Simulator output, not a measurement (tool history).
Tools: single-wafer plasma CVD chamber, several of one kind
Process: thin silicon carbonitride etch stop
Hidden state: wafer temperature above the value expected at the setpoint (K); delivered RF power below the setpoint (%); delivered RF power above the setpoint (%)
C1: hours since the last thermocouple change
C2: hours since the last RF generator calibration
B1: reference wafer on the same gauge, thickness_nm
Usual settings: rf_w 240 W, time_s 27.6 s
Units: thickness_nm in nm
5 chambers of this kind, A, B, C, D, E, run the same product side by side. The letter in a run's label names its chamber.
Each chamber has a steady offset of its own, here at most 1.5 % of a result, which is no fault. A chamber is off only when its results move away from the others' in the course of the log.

Run 1C, hour 7.3: usual settings; C1 599.8; C2 662.7; B1 15.807. Result: thickness_nm 16.894 nm.
At hour 9.9: chamber A: thermocouple changed; heater temperature recalibrated.
Run 2A, hour 13.4: usual settings; C1 3.6; C2 727.6; B1 15.803. Result: thickness_nm 16.704 nm.
Run 3D, hour 20.2: usual settings; C1 2163.8; C2 58.9; B1 15.805. Result: thickness_nm 16.554 nm.
Run 4E, hour 25.6: usual settings; C1 1206.7; C2 348.4; B1 15.789. Result: thickness_nm 16.574 nm.
Run 5B, hour 31.3: usual settings but rf_w 260 W; C1 784.9; C2 676.4; B1 15.814. Result: thickness_nm 17.129 nm.
Run 6E, hour 38.7: usual settings but rf_w 260 W; C1 1219.8; C2 361.5; B1 15.803. Result: thickness_nm 16.963 nm.
Run 7A, hour 45.4: usual settings but rf_w 260 W; C1 35.6; C2 759.6; B1 15.802. Result: thickness_nm 16.993 nm.
Run 8B, hour 53.4: usual settings but rf_w 260 W; C1 807; C2 698.5; B1 15.795. Result: thickness_nm 17.14 nm.
Run 9C, hour 59.2: usual settings but rf_w 260 W; C1 651.7; C2 714.6; B1 15.794. Result: thickness_nm 17.248 nm.
Run 10D, hour 64.5: usual settings; C1 2208.1; C2 103.2; B1 15.809. Result: thickness_nm 16.509 nm.
Run 11D, hour 69: usual settings; C1 2212.6; C2 107.7; B1 15.804. Result: thickness_nm 16.513 nm.
Run 12E, hour 76.9: usual settings; C1 1258; C2 399.7; B1 15.803. Result: thickness_nm 16.561 nm.
Run 13C, hour 82.8: usual settings; C1 675.3; C2 738.2; B1 15.804. Result: thickness_nm 16.798 nm.
Run 14B, hour 90.7: usual settings; C1 844.3; C2 735.8; B1 15.796. Result: thickness_nm 16.677 nm.
Run 15A, hour 98: usual settings but rf_w 215 W; C1 88.2; C2 812.2; B1 15.799. Result: thickness_nm 16.074 nm.
Run 16A, hour 104.7: usual settings but rf_w 215 W; C1 94.9; C2 818.9; B1 15.805. Result: thickness_nm 16.176 nm.
Run 17D, hour 112.7: usual settings but rf_w 215 W; C1 2256.3; C2 151.4; B1 15.792. Result: thickness_nm 16.032 nm.
Run 18E, hour 121: usual settings but rf_w 215 W; C1 1302.1; C2 443.8; B1 15.807. Result: thickness_nm 16.086 nm.
Run 19B, hour 125.5: usual settings but rf_w 215 W; C1 879.1; C2 770.6; B1 15.806. Result: thickness_nm 16.136 nm.
Run 20C, hour 129.8: usual settings; C1 722.3; C2 785.2; B1 15.797. Result: thickness_nm 16.863 nm.
Run 21C, hour 136.8: usual settings; C1 729.3; C2 792.2; B1 15.794. Result: thickness_nm 16.816 nm.
Run 22B, hour 140.6: usual settings but time_s 24.3 s; C1 894.2; C2 785.7; B1 15.795. Result: thickness_nm 14.685 nm.
Run 23A, hour 145.9: usual settings but time_s 24.3 s; C1 136.1; C2 860.1; B1 15.805. Result: thickness_nm 14.681 nm.
Run 24D, hour 154.3: usual settings but time_s 24.3 s; C1 2297.9; C2 193; B1 15.803. Result: thickness_nm 14.553 nm.
Run 25E, hour 158.3: usual settings but time_s 24.3 s; C1 1339.4; C2 481.1; B1 15.801. Result: thickness_nm 14.56 nm.
Run 26B, hour 165.5: usual settings but time_s 24.3 s; C1 919.1; C2 810.6; B1 15.797. Result: thickness_nm 14.775 nm.
At hour 168.7: chamber E: thermocouple changed; heater temperature recalibrated.
Run 27A, hour 170.5: usual settings; C1 160.7; C2 884.7; B1 15.802. Result: thickness_nm 16.695 nm.
Run 28E, hour 174.4: usual settings; C1 5.7; C2 497.2; B1 15.802. Result: thickness_nm 16.594 nm.
Run 29D, hour 179.2: usual settings; C1 2322.8; C2 217.9; B1 15.803. Result: thickness_nm 16.554 nm.
Run 30C, hour 187.7: usual settings; C1 780.2; C2 843.1; B1 15.801. Result: thickness_nm 16.83 nm.
Run 31B, hour 192: usual settings; C1 945.6; C2 837.1; B1 15.804. Result: thickness_nm 16.81 nm.
Run 32A, hour 198.8: usual settings but rf_w 275 W, time_s 29.3 s; C1 189; C2 913; B1 15.794. Result: thickness_nm 18.454 nm.
Run 33D, hour 206.2: usual settings but rf_w 275 W, time_s 29.3 s; C1 2349.8; C2 244.9; B1 15.796. Result: thickness_nm 18.311 nm.
Run 34C, hour 214.1: usual settings but rf_w 275 W, time_s 29.3 s; C1 806.6; C2 869.5; B1 15.803. Result: thickness_nm 18.695 nm.
Run 35E, hour 220.2: usual settings but rf_w 275 W, time_s 29.3 s; C1 51.5; C2 543; B1 15.803. Result: thickness_nm 18.281 nm.
Run 36E, hour 227.1: usual settings but rf_w 275 W, time_s 29.3 s; C1 58.4; C2 549.9; B1 15.798. Result: thickness_nm 18.357 nm.
Run 37B, hour 235.1: usual settings but rf_w 285 W, time_s 23.2 s; C1 988.7; C2 880.2; B1 15.793. Result: thickness_nm 14.8 nm.

Is one chamber off against the others, does the gauge drift, or is nothing wrong? If a chamber is off, say which, and what the likeliest cause is.

No chamber stands off beyond its own small offset, and the gauge holds steady.

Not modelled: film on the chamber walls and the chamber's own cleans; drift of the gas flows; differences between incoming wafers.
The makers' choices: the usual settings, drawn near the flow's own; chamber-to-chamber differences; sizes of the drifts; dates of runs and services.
